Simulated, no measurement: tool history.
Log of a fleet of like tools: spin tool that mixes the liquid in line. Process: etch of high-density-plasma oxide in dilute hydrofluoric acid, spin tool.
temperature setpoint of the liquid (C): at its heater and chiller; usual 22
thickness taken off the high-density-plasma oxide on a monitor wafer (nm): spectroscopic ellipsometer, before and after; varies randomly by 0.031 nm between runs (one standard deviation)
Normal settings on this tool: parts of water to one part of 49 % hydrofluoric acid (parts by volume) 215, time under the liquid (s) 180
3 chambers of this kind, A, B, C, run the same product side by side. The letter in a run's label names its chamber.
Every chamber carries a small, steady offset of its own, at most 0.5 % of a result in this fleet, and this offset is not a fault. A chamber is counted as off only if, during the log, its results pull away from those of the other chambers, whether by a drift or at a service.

run	hour	temperature setpoint of the liquid (C)	parts of water to one part of 49 % hydrofluoric acid (parts by volume)	time under the liquid (s)	read-back film thickness of the high-density-plasma oxide reference wafer, read on the same gauge (nm)	thickness taken off the high-density-plasma oxide on a monitor wafer (nm)
1B	8.5	22	215	180	89.994	3.4964
2A	15.0	22	215	180	90.002	3.4408
3C	24.9	22	215	180	90.010	3.4652
4B	34.2	22	215	180	90.031	3.4649
5A	42.6	22	215	180	90.017	3.4652
6C	50.9	22	215	180	90.001	3.4828
7A	57.3	22	215	180	89.991	3.4492
8C	66.8	22	215	180	89.996	3.4426
9B	74.1	22	215	180	89.956	3.4472
10C	78.8	22	110	270	90.013	11.3710
# hour 83.1: chamber A: hydrofluoric acid flow meter replaced
11A	87.3	22	110	270	89.996	11.2600
12B	94.7	22	110	270	89.984	11.5020
13A	104.1	22	215	180	89.970	3.2991
14B	112.3	22	215	180	89.996	3.4933
15C	121.8	22	215	180	90.000	3.4837
16A	127.9	22	215	180	89.988	3.2531
17C	136.0	22	215	180	90.044	3.4481
18B	142.8	22	215	180	89.988	3.5029
19A	147.3	22	215	180	90.004	3.2764
20B	154.6	22	215	180	90.053	3.4831
21C	160.9	22	215	180	90.001	3.4925

Next, every chamber runs the same settings. What will each give?
22A	168.3	22	215	135		?
22B	168.3	22	215	135		?
22C	168.3	22	215	135		?

run	thickness taken off the high-density-plasma oxide on a monitor wafer (nm)
22A	2.3785
22B	2.6267
22C	2.6188

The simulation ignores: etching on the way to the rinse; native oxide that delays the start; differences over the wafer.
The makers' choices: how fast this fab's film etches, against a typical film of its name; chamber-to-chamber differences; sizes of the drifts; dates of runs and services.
